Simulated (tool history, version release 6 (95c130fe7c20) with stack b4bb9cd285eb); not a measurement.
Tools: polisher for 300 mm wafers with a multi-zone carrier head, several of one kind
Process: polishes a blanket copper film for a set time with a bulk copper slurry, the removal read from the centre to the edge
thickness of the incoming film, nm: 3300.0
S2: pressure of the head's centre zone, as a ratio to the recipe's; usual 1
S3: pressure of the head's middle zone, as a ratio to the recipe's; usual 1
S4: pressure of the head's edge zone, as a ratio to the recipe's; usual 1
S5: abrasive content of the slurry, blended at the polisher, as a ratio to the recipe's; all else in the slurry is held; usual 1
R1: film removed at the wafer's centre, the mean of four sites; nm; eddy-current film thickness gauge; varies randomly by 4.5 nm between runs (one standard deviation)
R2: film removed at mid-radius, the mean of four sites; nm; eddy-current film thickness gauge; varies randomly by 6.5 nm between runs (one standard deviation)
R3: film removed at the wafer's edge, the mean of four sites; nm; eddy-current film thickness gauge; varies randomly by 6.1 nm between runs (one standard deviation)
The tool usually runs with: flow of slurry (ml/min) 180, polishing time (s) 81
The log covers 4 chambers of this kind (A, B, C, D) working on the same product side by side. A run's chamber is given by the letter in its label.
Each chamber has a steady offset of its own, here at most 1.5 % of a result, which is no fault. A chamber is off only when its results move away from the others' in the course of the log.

run 1B hour=9.1 | flow_of_slurry_(ml/min)=180 S2=1 S3=1 S4=1 S5=1 polishing_time_(s)=81 | R1=495.23 R2=496.64 R3=493.09
-- hour=11.3 chamber D: worn pad replaced by a new one
-- hour=17.7 chamber B: worn pad replaced by a new one
run 2C hour=18.4 | flow_of_slurry_(ml/min)=180 S2=1 S3=1 S4=1 S5=1 polishing_time_(s)=81 | R1=512.51 R2=501.38 R3=496.13
run 3D hour=25.7 | flow_of_slurry_(ml/min)=180 S2=1 S3=1 S4=1 S5=1 polishing_time_(s)=81 | R1=504.39 R2=509.79 R3=493.65
run 4A hour=37.6 | flow_of_slurry_(ml/min)=180 S2=1 S3=1 S4=1 S5=1 polishing_time_(s)=81 | R1=506.11 R2=514.25 R3=514.17
run 5D hour=44 | flow_of_slurry_(ml/min)=180 S2=1 S3=1 S4=1 S5=1 polishing_time_(s)=81 | R1=504.55 R2=507.96 R3=515.17
run 6A hour=52.4 | flow_of_slurry_(ml/min)=180 S2=1 S3=1 S4=1 S5=1 polishing_time_(s)=81 | R1=505.78 R2=505.68 R3=518.16
-- hour=62.8 chamber D: worn pad replaced by a new one
run 7C hour=64.7 | flow_of_slurry_(ml/min)=180 S2=1 S3=1 S4=1 S5=1 polishing_time_(s)=81 | R1=502.15 R2=495.23 R3=508.54
run 8B hour=72.7 | flow_of_slurry_(ml/min)=180 S2=1 S3=1 S4=1 S5=1 polishing_time_(s)=81 | R1=503.53 R2=502.2 R3=501.21
-- hour=79.3 chamber B: worn pad replaced by a new one
-- hour=81 chamber C: slurry nozzle cleaned
run 9A hour=82.7 | flow_of_slurry_(ml/min)=180 S2=1 S3=1 S4=1 S5=1 polishing_time_(s)=81 | R1=499.93 R2=503.65 R3=508.17
run 10B hour=93.1 | flow_of_slurry_(ml/min)=180 S2=1 S3=1 S4=1 S5=1 polishing_time_(s)=81 | R1=494.77 R2=498.55 R3=498.14
run 11D hour=105.2 | flow_of_slurry_(ml/min)=140 S2=1 S3=1.09 S4=1 S5=1 polishing_time_(s)=81 | R1=479.05 R2=526.02 R3=481.42
run 12C hour=114.6 | flow_of_slurry_(ml/min)=140 S2=1 S3=1.09 S4=1 S5=1 polishing_time_(s)=81 | R1=473.96 R2=516.79 R3=484.04
-- hour=119.5 chamber D: worn pad replaced by a new one
run 13D hour=124.6 | flow_of_slurry_(ml/min)=140 S2=1 S3=1.09 S4=1 S5=1 polishing_time_(s)=81 | R1=485.56 R2=511.23 R3=491.13
-- hour=126 chamber C: worn pad replaced by a new one
-- hour=127.1 chamber A: centre zone pressure recalibrated
run 14A hour=133.7 | flow_of_slurry_(ml/min)=140 S2=1 S3=1.09 S4=1 S5=1 polishing_time_(s)=81 | R1=476.87 R2=528.8 R3=489.35
-- hour=139.9 chamber B: worn pad replaced by a new one
-- hour=141.8 chamber A: edge zone pressure recalibrated
run 15B hour=142.4 | flow_of_slurry_(ml/min)=180 S2=1 S3=1 S4=1 S5=1 polishing_time_(s)=81 | R1=500.22 R2=507.92 R3=490.53
-- hour=145.5 chamber A: worn pad replaced by a new one
run 16C hour=148.4 | flow_of_slurry_(ml/min)=180 S2=1 S3=1 S4=1 S5=1 polishing_time_(s)=81 | R1=505.99 R2=511.69 R3=505.11
run 17A hour=157.6 | flow_of_slurry_(ml/min)=180 S2=1 S3=1 S4=1 S5=1 polishing_time_(s)=81 | R1=503.2 R2=519.88 R3=511.89
run 18D hour=164.6 | flow_of_slurry_(ml/min)=180 S2=1 S3=1 S4=1 S5=1 polishing_time_(s)=81 | R1=503.28 R2=499.04 R3=499.66
-- hour=165.7 chamber D: edge zone pressure recalibrated
run 19B hour=177.7 | flow_of_slurry_(ml/min)=180 S2=1 S3=1 S4=1 S5=1 polishing_time_(s)=81 | R1=489.59 R2=500.99 R3=506.72
-- hour=178.3 chamber D: worn pad replaced by a new one
run 20C hour=188.3 | flow_of_slurry_(ml/min)=180 S2=1 S3=1 S4=1 S5=1 polishing_time_(s)=81 | R1=501.08 R2=511.63 R3=506.35
-- hour=188.6 chamber A: slurry nozzle cleaned
run 21D hour=196 | flow_of_slurry_(ml/min)=180 S2=1 S3=1 S4=1 S5=1 polishing_time_(s)=81 | R1=503.08 R2=492.78 R3=493.79
run 22C hour=208.4 | flow_of_slurry_(ml/min)=180 S2=1 S3=1 S4=1 S5=1 polishing_time_(s)=81 | R1=500.6 R2=507.67 R3=502.12
-- hour=215.2 chamber B: worn pad replaced by a new one
run 23B hour=221.2 | flow_of_slurry_(ml/min)=180 S2=1 S3=1 S4=1 S5=1 polishing_time_(s)=81 | R1=504.23 R2=503.03 R3=502.59
run 24A hour=229.5 | flow_of_slurry_(ml/min)=220 S2=1 S3=1 S4=1 S5=1 polishing_time_(s)=81 | R1=525.63 R2=529.61 R3=527.87
run 25C hour=235.9 | flow_of_slurry_(ml/min)=220 S2=1 S3=1 S4=1 S5=1 polishing_time_(s)=81 | R1=528.47 R2=527.12 R3=520.99
run 26A hour=244.9 | flow_of_slurry_(ml/min)=220 S2=1 S3=1 S4=1 S5=1 polishing_time_(s)=81 | R1=523.48 R2=519.57 R3=518.54

Has any chamber moved away from the others, gradually or after a service, or does the common gauge drift, or do the chambers differ only by their own small steady offsets? State the chamber and the most likely cause if one applies.

No chamber stands off beyond its own small offset, and the gauge holds steady.
